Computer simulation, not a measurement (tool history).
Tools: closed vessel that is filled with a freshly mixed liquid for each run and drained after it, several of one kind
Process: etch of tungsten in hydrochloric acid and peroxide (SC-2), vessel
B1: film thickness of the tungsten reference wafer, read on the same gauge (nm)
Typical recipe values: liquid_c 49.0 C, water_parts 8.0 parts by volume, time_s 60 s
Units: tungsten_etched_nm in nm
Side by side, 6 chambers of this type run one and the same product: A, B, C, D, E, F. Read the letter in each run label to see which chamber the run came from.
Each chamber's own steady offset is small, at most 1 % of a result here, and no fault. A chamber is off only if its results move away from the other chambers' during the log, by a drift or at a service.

{"run": "1A", "hour": 6.5, "liquid_c": 49.0, "water_parts": 8.0, "time_s": 60, "B1": 60.012, "tungsten_etched_nm": 10.311}
{"hour": 10.9, "done": "chamber C: new drum of peroxide connected"}
{"run": "2F", "hour": 12.5, "liquid_c": 49.0, "water_parts": 8.0, "time_s": 60, "B1": 59.996, "tungsten_etched_nm": 10.276}
{"run": "3C", "hour": 17.7, "liquid_c": 49.0, "water_parts": 8.0, "time_s": 60, "B1": 59.995, "tungsten_etched_nm": 10.281}
{"run": "4E", "hour": 22.3, "liquid_c": 49.0, "water_parts": 8.0, "time_s": 60, "B1": 60.008, "tungsten_etched_nm": 10.319}
{"run": "5B", "hour": 30.0, "liquid_c": 49.0, "water_parts": 8.0, "time_s": 60, "B1": 59.995, "tungsten_etched_nm": 10.211}
{"run": "6D", "hour": 36.2, "liquid_c": 49.0, "water_parts": 6.5, "time_s": 80, "B1": 59.952, "tungsten_etched_nm": 15.853}
{"run": "7E", "hour": 44.4, "liquid_c": 49.0, "water_parts": 6.5, "time_s": 80, "B1": 59.966, "tungsten_etched_nm": 16.177}
{"run": "8A", "hour": 51.1, "liquid_c": 49.0, "water_parts": 6.5, "time_s": 80, "B1": 60.013, "tungsten_etched_nm": 15.955}
{"run": "9C", "hour": 55.8, "liquid_c": 49.0, "water_parts": 6.5, "time_s": 80, "B1": 59.987, "tungsten_etched_nm": 15.992}
{"run": "10D", "hour": 63.9, "liquid_c": 49.0, "water_parts": 6.5, "time_s": 80, "B1": 60.033, "tungsten_etched_nm": 15.802}
{"run": "11F", "hour": 68.5, "liquid_c": 49.0, "water_parts": 6.5, "time_s": 80, "B1": 60.049, "tungsten_etched_nm": 16.056}
{"run": "12B", "hour": 72.6, "liquid_c": 49.0, "water_parts": 8.0, "time_s": 60, "B1": 60.066, "tungsten_etched_nm": 10.097}
{"run": "13B", "hour": 78.3, "liquid_c": 49.0, "water_parts": 8.0, "time_s": 60, "B1": 59.974, "tungsten_etched_nm": 10.086}
{"hour": 81.1, "done": "chamber E: thermometer replaced"}
{"run": "14D", "hour": 86.0, "liquid_c": 49.0, "water_parts": 8.0, "time_s": 60, "B1": 59.977, "tungsten_etched_nm": 10.129}
{"run": "15F", "hour": 92.2, "liquid_c": 49.0, "water_parts": 8.0, "time_s": 60, "B1": 59.992, "tungsten_etched_nm": 10.36}
{"run": "16C", "hour": 97.1, "liquid_c": 49.0, "water_parts": 8.0, "time_s": 60, "B1": 60.0, "tungsten_etched_nm": 10.327}
{"run": "17E", "hour": 101.0, "liquid_c": 49.0, "water_parts": 8.0, "time_s": 60, "B1": 59.985, "tungsten_etched_nm": 10.34}
{"run": "18A", "hour": 108.3, "liquid_c": 49.0, "water_parts": 8.0, "time_s": 60, "B1": 60.02, "tungsten_etched_nm": 10.38}
{"run": "19B", "hour": 112.1, "liquid_c": 49.0, "water_parts": 8.0, "time_s": 60, "B1": 59.989, "tungsten_etched_nm": 9.9924}
{"run": "20C", "hour": 120.5, "liquid_c": 49.0, "water_parts": 8.0, "time_s": 60, "B1": 59.978, "tungsten_etched_nm": 10.189}
{"run": "21E", "hour": 125.5, "liquid_c": 49.0, "water_parts": 8.0, "time_s": 60, "B1": 60.022, "tungsten_etched_nm": 10.213}
{"run": "22A", "hour": 131.6, "liquid_c": 49.0, "water_parts": 8.0, "time_s": 60, "B1": 59.996, "tungsten_etched_nm": 10.396}
{"hour": 133.3, "done": "chamber A: new drum of peroxide connected"}
{"run": "23D", "hour": 138.7, "liquid_c": 49.0, "water_parts": 5.0, "time_s": 45, "B1": 60.053, "tungsten_etched_nm": 10.825}
{"run": "24F", "hour": 145.0, "liquid_c": 49.0, "water_parts": 5.0, "time_s": 45, "B1": 59.988, "tungsten_etched_nm": 10.781}
{"run": "25B", "hour": 151.9, "liquid_c": 49.0, "water_parts": 5.0, "time_s": 45, "B1": 60.025, "tungsten_etched_nm": 11.021}
{"run": "26D", "hour": 158.9, "liquid_c": 49.0, "water_parts": 5.0, "time_s": 45, "B1": 59.988, "tungsten_etched_nm": 10.774}
{"run": "27F", "hour": 166.9, "liquid_c": 49.0, "water_parts": 5.0, "time_s": 45, "B1": 60.022, "tungsten_etched_nm": 10.598}
{"run": "28E", "hour": 170.6, "liquid_c": 49.0, "water_parts": 5.0, "time_s": 45, "B1": 59.973, "tungsten_etched_nm": 11.041}
{"hour": 170.7, "done": "chamber B: thermometer replaced"}
{"run": "29A", "hour": 174.5, "liquid_c": 49.0, "water_parts": 8.0, "time_s": 60, "B1": 60.021, "tungsten_etched_nm": 10.272}
{"hour": 178.0, "done": "chamber E: chemicals flow meter replaced"}
{"run": "30C", "hour": 180.0, "liquid_c": 44.5, "water_parts": 8.0, "time_s": 60, "B1": 59.98, "tungsten_etched_nm": 7.6246}
{"run": "31D", "hour": 185.4, "liquid_c": 44.5, "water_parts": 8.0, "time_s": 60, "B1": 59.993, "tungsten_etched_nm": 7.3448}
{"run": "32B", "hour": 190.0, "liquid_c": 44.5, "water_parts": 8.0, "time_s": 60, "B1": 60.048, "tungsten_etched_nm": 7.4566}
{"run": "33C", "hour": 194.1, "liquid_c": 44.5, "water_parts": 8.0, "time_s": 60, "B1": 60.031, "tungsten_etched_nm": 7.5321}
{"run": "34E", "hour": 202.5, "liquid_c": 44.5, "water_parts": 8.0, "time_s": 60, "B1": 60.048, "tungsten_etched_nm": 7.6828}
{"run": "35F", "hour": 206.5, "liquid_c": 44.5, "water_parts": 8.0, "time_s": 60, "B1": 59.978, "tungsten_etched_nm": 7.3486}
{"run": "36A", "hour": 214.7, "liquid_c": 55.0, "water_parts": 5.0, "time_s": 60, "B1": 59.974, "tungsten_etched_nm": 21.47}
{"run": "37B", "hour": 221.4, "liquid_c": 55.0, "water_parts": 5.0, "time_s": 60, "B1": 59.987, "tungsten_etched_nm": 21.031}
{"run": "38E", "hour": 229.1, "liquid_c": 55.0, "water_parts": 5.0, "time_s": 60, "B1": 60.025, "tungsten_etched_nm": 22.063}
{"run": "39A", "hour": 237.2, "liquid_c": 55.0, "water_parts": 5.0, "time_s": 60, "B1": 59.987, "tungsten_etched_nm": 21.788}
{"run": "40C", "hour": 242.5, "liquid_c": 55.0, "water_parts": 5.0, "time_s": 60, "B1": 59.986, "tungsten_etched_nm": 21.567}
{"run": "41F", "hour": 247.9, "liquid_c": 55.0, "water_parts": 5.0, "time_s": 60, "B1": 60.017, "tungsten_etched_nm": 20.829}
{"run": "42D", "hour": 255.7, "liquid_c": 49.0, "water_parts": 8.0, "time_s": 60, "B1": 60.048, "tungsten_etched_nm": 10.107}
{"run": "43C", "hour": 263.5, "liquid_c": 49.0, "water_parts": 8.0, "time_s": 60, "B1": 60.038, "tungsten_etched_nm": 10.385}

For the next run the whole fleet of 6 chambers uses the same settings. Give each chamber's results:
{"run": "44A", "hour": 269.7, "liquid_c": 49.0, "water_parts": 8.0, "time_s": 90, "tungsten_etched_nm": "?"}
{"run": "44B", "hour": 269.7, "liquid_c": 49.0, "water_parts": 8.0, "time_s": 90, "tungsten_etched_nm": "?"}
{"run": "44C", "hour": 269.7, "liquid_c": 49.0, "water_parts": 8.0, "time_s": 90, "tungsten_etched_nm": "?"}
{"run": "44D", "hour": 269.7, "liquid_c": 49.0, "water_parts": 8.0, "time_s": 90, "tungsten_etched_nm": "?"}
{"run": "44E", "hour": 269.7, "liquid_c": 49.0, "water_parts": 8.0, "time_s": 90, "tungsten_etched_nm": "?"}
{"run": "44F", "hour": 269.7, "liquid_c": 49.0, "water_parts": 8.0, "time_s": 90, "tungsten_etched_nm": "?"}

run=44A tungsten_etched_nm=15.7680
run=44B tungsten_etched_nm=15.1530
run=44C tungsten_etched_nm=15.4980
run=44D tungsten_etched_nm=15.0700
run=44E tungsten_etched_nm=15.5490
run=44F tungsten_etched_nm=14.4260
